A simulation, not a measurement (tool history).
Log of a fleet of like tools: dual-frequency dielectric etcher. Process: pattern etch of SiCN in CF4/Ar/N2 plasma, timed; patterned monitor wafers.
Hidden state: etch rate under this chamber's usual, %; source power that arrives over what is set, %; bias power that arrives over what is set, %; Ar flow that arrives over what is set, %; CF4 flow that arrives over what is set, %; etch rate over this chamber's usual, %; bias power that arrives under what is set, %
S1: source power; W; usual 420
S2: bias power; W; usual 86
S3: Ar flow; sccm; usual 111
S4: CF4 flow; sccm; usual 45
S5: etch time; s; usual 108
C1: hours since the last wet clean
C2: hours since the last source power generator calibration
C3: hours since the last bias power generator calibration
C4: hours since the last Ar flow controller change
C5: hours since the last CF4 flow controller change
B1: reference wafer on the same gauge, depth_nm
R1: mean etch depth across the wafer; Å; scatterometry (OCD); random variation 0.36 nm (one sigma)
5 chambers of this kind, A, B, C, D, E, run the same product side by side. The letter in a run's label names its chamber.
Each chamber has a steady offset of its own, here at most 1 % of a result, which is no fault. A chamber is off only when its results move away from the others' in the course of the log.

{"run": "1A", "hour": 10.0, "S1": 420, "S2": 86, "S3": 111, "S4": 45, "S5": 108, "C1": 514.0, "C2": 481.6, "C3": 2697.8, "C4": 4619.3, "C5": 2898.9, "B1": 87.612, "R1": 859.52}
{"run": "2B", "hour": 21.8, "S1": 420, "S2": 86, "S3": 111, "S4": 45, "S5": 108, "C1": 286.8, "C2": 2059.8, "C3": 2108.4, "C4": 1402.4, "C5": 1720.1, "B1": 87.588, "R1": 848.63}
{"run": "3E", "hour": 32.4, "S1": 420, "S2": 86, "S3": 111, "S4": 45, "S5": 108, "C1": 98.3, "C2": 156.9, "C3": 1952.7, "C4": 511.5, "C5": 1573.8, "B1": 87.64, "R1": 858.78}
{"hour": 35.9, "done": "chamber A: wet clean of the chamber"}
{"run": "4D", "hour": 39.7, "S1": 420, "S2": 86, "S3": 111, "S4": 45, "S5": 108, "C1": 155.8, "C2": 863.4, "C3": 227.0, "C4": 2098.8, "C5": 909.2, "B1": 87.671, "R1": 862.76}
{"run": "5C", "hour": 48.1, "S1": 340, "S2": 99, "S3": 111, "S4": 45, "S5": 108, "C1": 197.1, "C2": 848.9, "C3": 104.0, "C4": 639.8, "C5": 3398.7, "B1": 87.656, "R1": 754.26}
{"run": "6B", "hour": 59.2, "S1": 340, "S2": 99, "S3": 111, "S4": 45, "S5": 108, "C1": 324.2, "C2": 2097.2, "C3": 2145.8, "C4": 1439.8, "C5": 1757.5, "B1": 87.682, "R1": 745.58}
{"run": "7C", "hour": 70.6, "S1": 340, "S2": 99, "S3": 111, "S4": 45, "S5": 108, "C1": 219.6, "C2": 871.4, "C3": 126.5, "C4": 662.3, "C5": 3421.2, "B1": 87.667, "R1": 750.23}
{"hour": 72.0, "done": "chamber B: wet clean of the chamber"}
{"run": "8E", "hour": 81.1, "S1": 340, "S2": 99, "S3": 111, "S4": 45, "S5": 108, "C1": 147.0, "C2": 205.6, "C3": 2001.4, "C4": 560.2, "C5": 1622.5, "B1": 87.522, "R1": 756.78}
{"run": "9D", "hour": 87.6, "S1": 340, "S2": 99, "S3": 111, "S4": 45, "S5": 108, "C1": 203.7, "C2": 911.3, "C3": 274.9, "C4": 2146.7, "C5": 957.1, "B1": 87.592, "R1": 747.83}
{"run": "10A", "hour": 100.0, "S1": 420, "S2": 86, "S3": 111, "S4": 45, "S5": 108, "C1": 64.2, "C2": 571.6, "C3": 2787.8, "C4": 4709.3, "C5": 2988.9, "B1": 87.605, "R1": 866.91}
{"run": "11E", "hour": 108.8, "S1": 420, "S2": 86, "S3": 111, "S4": 45, "S5": 108, "C1": 174.7, "C2": 233.3, "C3": 2029.1, "C4": 587.9, "C5": 1650.2, "B1": 87.667, "R1": 863.52}
{"run": "12D", "hour": 120.2, "S1": 420, "S2": 86, "S3": 111, "S4": 45, "S5": 108, "C1": 236.3, "C2": 943.9, "C3": 307.5, "C4": 2179.3, "C5": 989.7, "B1": 87.664, "R1": 850.12}
{"run": "13C", "hour": 128.9, "S1": 420, "S2": 86, "S3": 111, "S4": 45, "S5": 108, "C1": 277.9, "C2": 929.7, "C3": 184.8, "C4": 720.6, "C5": 3479.5, "B1": 87.634, "R1": 859.21}
{"run": "14A", "hour": 135.1, "S1": 420, "S2": 86, "S3": 111, "S4": 37, "S5": 108, "C1": 99.3, "C2": 606.7, "C3": 2822.9, "C4": 4744.4, "C5": 3024.0, "B1": 87.612, "R1": 839.04}
{"run": "15B", "hour": 142.6, "S1": 420, "S2": 86, "S3": 111, "S4": 37, "S5": 108, "C1": 70.7, "C2": 2180.6, "C3": 2229.2, "C4": 1523.2, "C5": 1840.9, "B1": 87.628, "R1": 826.45}
{"run": "16D", "hour": 154.5, "S1": 420, "S2": 86, "S3": 111, "S4": 37, "S5": 108, "C1": 270.6, "C2": 978.2, "C3": 341.8, "C4": 2213.6, "C5": 1024.0, "B1": 87.634, "R1": 820.28}
{"run": "17B", "hour": 166.9, "S1": 420, "S2": 86, "S3": 111, "S4": 37, "S5": 108, "C1": 95.0, "C2": 2204.9, "C3": 2253.5, "C4": 1547.5, "C5": 1865.2, "B1": 87.581, "R1": 830.34}
{"run": "18A", "hour": 173.1, "S1": 420, "S2": 86, "S3": 111, "S4": 37, "S5": 108, "C1": 137.3, "C2": 644.7, "C3": 2860.9, "C4": 4782.4, "C5": 3062.0, "B1": 87.633, "R1": 832.21}
{"run": "19E", "hour": 181.1, "S1": 420, "S2": 86, "S3": 111, "S4": 45, "S5": 108, "C1": 247.0, "C2": 305.6, "C3": 2101.4, "C4": 660.2, "C5": 1722.5, "B1": 87.537, "R1": 862.28}
{"run": "20C", "hour": 191.1, "S1": 480, "S2": 86, "S3": 111, "S4": 45, "S5": 108, "C1": 340.1, "C2": 991.9, "C3": 247.0, "C4": 782.8, "C5": 3541.7, "B1": 87.615, "R1": 963.31}
{"run": "21B", "hour": 201.7, "S1": 480, "S2": 86, "S3": 111, "S4": 45, "S5": 108, "C1": 129.8, "C2": 2239.7, "C3": 2288.3, "C4": 1582.3, "C5": 1900.0, "B1": 87.567, "R1": 953.26}
{"run": "22A", "hour": 210.4, "S1": 480, "S2": 86, "S3": 111, "S4": 45, "S5": 108, "C1": 174.6, "C2": 682.0, "C3": 2898.2, "C4": 4819.7, "C5": 3099.3, "B1": 87.66, "R1": 967.95}
{"hour": 213.9, "done": "chamber C: CF4 flow controller replaced"}
{"run": "23E", "hour": 219.8, "S1": 480, "S2": 86, "S3": 111, "S4": 45, "S5": 108, "C1": 285.7, "C2": 344.3, "C3": 2140.1, "C4": 698.9, "C5": 1761.2, "B1": 87.645, "R1": 962.46}
{"run": "24C", "hour": 232.0, "S1": 480, "S2": 86, "S3": 111, "S4": 45, "S5": 108, "C1": 381.0, "C2": 1032.8, "C3": 287.9, "C4": 823.7, "C5": 18.1, "B1": 87.679, "R1": 962.72}
{"run": "25D", "hour": 244.6, "S1": 420, "S2": 86, "S3": 111, "S4": 45, "S5": 108, "C1": 360.7, "C2": 1068.3, "C3": 431.9, "C4": 2303.7, "C5": 1114.1, "B1": 87.542, "R1": 834.59}
{"run": "26C", "hour": 254.4, "S1": 420, "S2": 86, "S3": 111, "S4": 45, "S5": 108, "C1": 403.4, "C2": 1055.2, "C3": 310.3, "C4": 846.1, "C5": 40.5, "B1": 87.499, "R1": 865.69}
{"run": "27D", "hour": 260.7, "S1": 420, "S2": 86, "S3": 94, "S4": 36, "S5": 108, "C1": 376.8, "C2": 1084.4, "C3": 448.0, "C4": 2319.8, "C5": 1130.2, "B1": 87.585, "R1": 820.48}
{"run": "28A", "hour": 270.2, "S1": 420, "S2": 86, "S3": 94, "S4": 36, "S5": 108, "C1": 234.4, "C2": 741.8, "C3": 2958.0, "C4": 4879.5, "C5": 3159.1, "B1": 87.636, "R1": 850.79}
{"run": "29B", "hour": 275.8, "S1": 420, "S2": 86, "S3": 94, "S4": 36, "S5": 108, "C1": 203.9, "C2": 2313.8, "C3": 2362.4, "C4": 1656.4, "C5": 1974.1, "B1": 87.558, "R1": 849.25}
{"run": "30E", "hour": 282.0, "S1": 420, "S2": 86, "S3": 94, "S4": 36, "S5": 108, "C1": 347.9, "C2": 406.5, "C3": 2202.3, "C4": 761.1, "C5": 1823.4, "B1": 87.645, "R1": 854.76}
{"run": "31B", "hour": 293.7, "S1": 420, "S2": 86, "S3": 94, "S4": 36, "S5": 108, "C1": 221.8, "C2": 2331.7, "C3": 2380.3, "C4": 1674.3, "C5": 1992.0, "B1": 87.557, "R1": 848.58}
{"run": "32A", "hour": 300.9, "S1": 340, "S2": 86, "S3": 111, "S4": 39, "S5": 108, "C1": 265.1, "C2": 772.5, "C3": 2988.7, "C4": 4910.2, "C5": 3189.8, "B1": 87.487, "R1": 695.32}
{"run": "33D", "hour": 311.0, "S1": 340, "S2": 86, "S3": 111, "S4": 39, "S5": 108, "C1": 427.1, "C2": 1134.7, "C3": 498.3, "C4": 2370.1, "C5": 1180.5, "B1": 87.639, "R1": 672.12}
{"run": "34E", "hour": 319.0, "S1": 340, "S2": 86, "S3": 111, "S4": 39, "S5": 108, "C1": 384.9, "C2": 443.5, "C3": 2239.3, "C4": 798.1, "C5": 1860.4, "B1": 87.726, "R1": 697.25}

Next, every chamber runs the same settings. What will each give?
{"run": "35A", "hour": 328.1, "S1": 420, "S2": 86, "S3": 87, "S4": 45, "S5": 108, "R1": "?"}
{"run": "35B", "hour": 328.1, "S1": 420, "S2": 86, "S3": 87, "S4": 45, "S5": 108, "R1": "?"}
{"run": "35C", "hour": 328.1, "S1": 420, "S2": 86, "S3": 87, "S4": 45, "S5": 108, "R1": "?"}
{"run": "35D", "hour": 328.1, "S1": 420, "S2": 86, "S3": 87, "S4": 45, "S5": 108, "R1": "?"}
{"run": "35E", "hour": 328.1, "S1": 420, "S2": 86, "S3": 87, "S4": 45, "S5": 108, "R1": "?"}

run=35A R1=888.77
run=35B R1=878.57
run=35C R1=883.53
run=35D R1=859.47
run=35E R1=892.87
